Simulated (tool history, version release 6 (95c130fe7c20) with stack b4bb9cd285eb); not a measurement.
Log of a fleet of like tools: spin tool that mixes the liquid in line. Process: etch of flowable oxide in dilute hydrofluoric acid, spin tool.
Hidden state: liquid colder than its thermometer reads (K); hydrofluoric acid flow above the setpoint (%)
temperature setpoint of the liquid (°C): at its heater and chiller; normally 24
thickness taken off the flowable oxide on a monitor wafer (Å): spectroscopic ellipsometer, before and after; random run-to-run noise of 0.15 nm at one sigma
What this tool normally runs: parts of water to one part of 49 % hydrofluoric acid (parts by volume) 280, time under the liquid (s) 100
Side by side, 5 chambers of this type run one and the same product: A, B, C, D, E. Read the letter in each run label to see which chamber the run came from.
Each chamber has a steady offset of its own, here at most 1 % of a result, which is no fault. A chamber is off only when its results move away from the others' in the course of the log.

| run | hour | temperature setpoint of the liquid (°C) | parts of water to one part of 49 % hydrofluoric acid (parts by volume) | time under the liquid (s) | hours since the thermometer was replaced | hours since the hydrofluoric acid flow meter was replaced | read-back film thickness of the flowable oxide reference wafer, read on the same gauge (nm) | thickness taken off the flowable oxide on a monitor wafer (Å) |
|---|---|---|---|---|---|---|---|---|
| 1A | 8.3 | 24 | 280 | 100 | 633 | 1263.3 | 149.99 | 203.98 |
| 2D | 15.6 | 24 | 280 | 100 | 479.8 | 1365.2 | 150 | 202.91 |
| 3C | 22.7 | 24 | 280 | 100 | 1051 | 50.7 | 149.97 | 199.87 |
| 4B | 29.5 | 24 | 280 | 100 | 851.6 | 1264.3 | 150.02 | 197.36 |
|  | 32.4 | chamber E: hydrofluoric acid flow meter replaced |
| 5E | 39.8 | 24 | 280 | 100 | 321.5 | 7.4 | 150.02 | 204.11 |
| 6A | 49.9 | 24 | 280 | 100 | 674.6 | 1304.9 | 149.98 | 203.75 |
| 7E | 60.1 | 27 | 220 | 100 | 341.8 | 27.7 | 150 | 304.45 |
| 8C | 66.5 | 27 | 220 | 100 | 1094.8 | 94.5 | 150 | 305.49 |
| 9D | 74.7 | 27 | 220 | 100 | 538.9 | 1424.3 | 150.02 | 304.19 |
| 10B | 84.5 | 27 | 220 | 100 | 906.6 | 1319.3 | 149.96 | 299.24 |
| 11E | 89.1 | 27 | 220 | 100 | 370.8 | 56.7 | 149.98 | 301.98 |
| 12D | 95.4 | 24 | 280 | 100 | 559.6 | 1445 | 150 | 201.86 |
| 13C | 105 | 24 | 280 | 100 | 1133.3 | 133 | 149.99 | 201.54 |
| 14A | 113.3 | 24 | 280 | 100 | 738 | 1368.3 | 149.98 | 204.11 |
|  | 114.1 | chamber D: hydrofluoric acid flow meter replaced |
| 15B | 118.5 | 24 | 325 | 65 | 940.6 | 1353.3 | 150.01 | 105.3 |
| 16B | 128.5 | 24 | 325 | 65 | 950.6 | 1363.3 | 150.04 | 106.23 |
| 17E | 133.2 | 24 | 325 | 65 | 414.9 | 100.8 | 149.97 | 106.8 |
| 18A | 141.9 | 24 | 325 | 65 | 766.6 | 1396.9 | 150 | 109.72 |
| 19C | 150.9 | 24 | 325 | 65 | 1179.2 | 178.9 | 150.02 | 109.76 |
| 20D | 160 | 24 | 280 | 100 | 624.2 | 45.9 | 149.98 | 204.66 |
| 21E | 170.1 | 24 | 280 | 100 | 451.8 | 137.7 | 150.01 | 195.47 |
|  | 171.2 | chamber D: thermometer replaced |
| 22C | 176.8 | 24 | 280 | 100 | 1205.1 | 204.8 | 150.03 | 206.13 |
| 23B | 183.9 | 24 | 280 | 80 | 1006 | 1418.7 | 149.99 | 159.71 |
| 24A | 194.1 | 24 | 280 | 80 | 818.8 | 1449.1 | 150.01 | 163.3 |
| 25D | 199 | 24 | 280 | 80 | 27.8 | 84.9 | 149.99 | 163.13 |
| 26A | 209.3 | 24 | 280 | 80 | 834 | 1464.3 | 150.01 | 161.73 |
| 27E | 219 | 24 | 280 | 80 | 500.7 | 186.6 | 150.01 | 157.5 |
| 28B | 229.3 | 24 | 280 | 100 | 1051.4 | 1464.1 | 149.97 | 196.34 |
| 29C | 237 | 24 | 280 | 100 | 1265.3 | 265 | 149.97 | 202.79 |
| 30D | 245.5 | 24 | 280 | 100 | 74.3 | 131.4 | 149.97 | 205.28 |
| 31C | 252.9 | 24 | 280 | 100 | 1281.2 | 280.9 | 150.02 | 203.4 |
| 32A | 257.9 | 24 | 280 | 100 | 882.6 | 1512.9 | 150 | 205.44 |
| 33E | 265.8 | 24 | 280 | 100 | 547.5 | 233.4 | 150 | 196.01 |
| 34B | 275 | 20.5 | 280 | 100 | 1097.1 | 1509.8 | 150.02 | 175.79 |
| 35D | 280.6 | 20.5 | 280 | 100 | 109.4 | 166.5 | 149.97 | 179.94 |
| 36C | 289 | 20.5 | 280 | 100 | 1317.3 | 317 | 149.99 | 178.41 |
| 37A | 297.6 | 20.5 | 280 | 100 | 922.3 | 1552.6 | 149.99 | 178.97 |

Which is it: a chamber that has drifted or been left off by a service, a gauge drift common to all chambers, or only each chamber's usual small offset? If a chamber is off, name it and its likeliest cause.

Chamber E drifts away from the others.
Cause: liquid colder than its thermometer reads (K) = 1.48.
The log may not separate it from: hydrofluoric acid flow below the setpoint (%).

Chamber E could run next with any of the 4 candidate recipes listed below; each alters the usual settings, and their results appear as question marks. Which one brings its results back in line with what the other chambers deliver on the usual settings?
In line means no further than this from the other chambers' mean on the usual settings: thickness taken off the flowable oxide on a monitor wafer (Å) 5.2
| 38E-1 | 305 | 25.5 | 280 | 100 |  |  |  | ? |
| 38E-2 | 305 | 24.5 | 280 | 100 |  |  |  | ? |
| 38E-3 | 305 | 23.5 | 280 | 100 |  |  |  | ? |
| 38E-4 | 305 | 22.5 | 280 | 100 |  |  |  | ? |

On the usual settings, the other chambers give on average: thickness taken off the flowable oxide on a monitor wafer (Å) 202.16
| run | thickness taken off the flowable oxide on a monitor wafer (Å) |
|---|---|
| 38E-1 | 201.69 |
| 38E-2 | 194.54 |
| 38E-3 | 187.64 |
| 38E-4 | 180.83 |
It is 38E-1 that realigns the chamber with its peers.
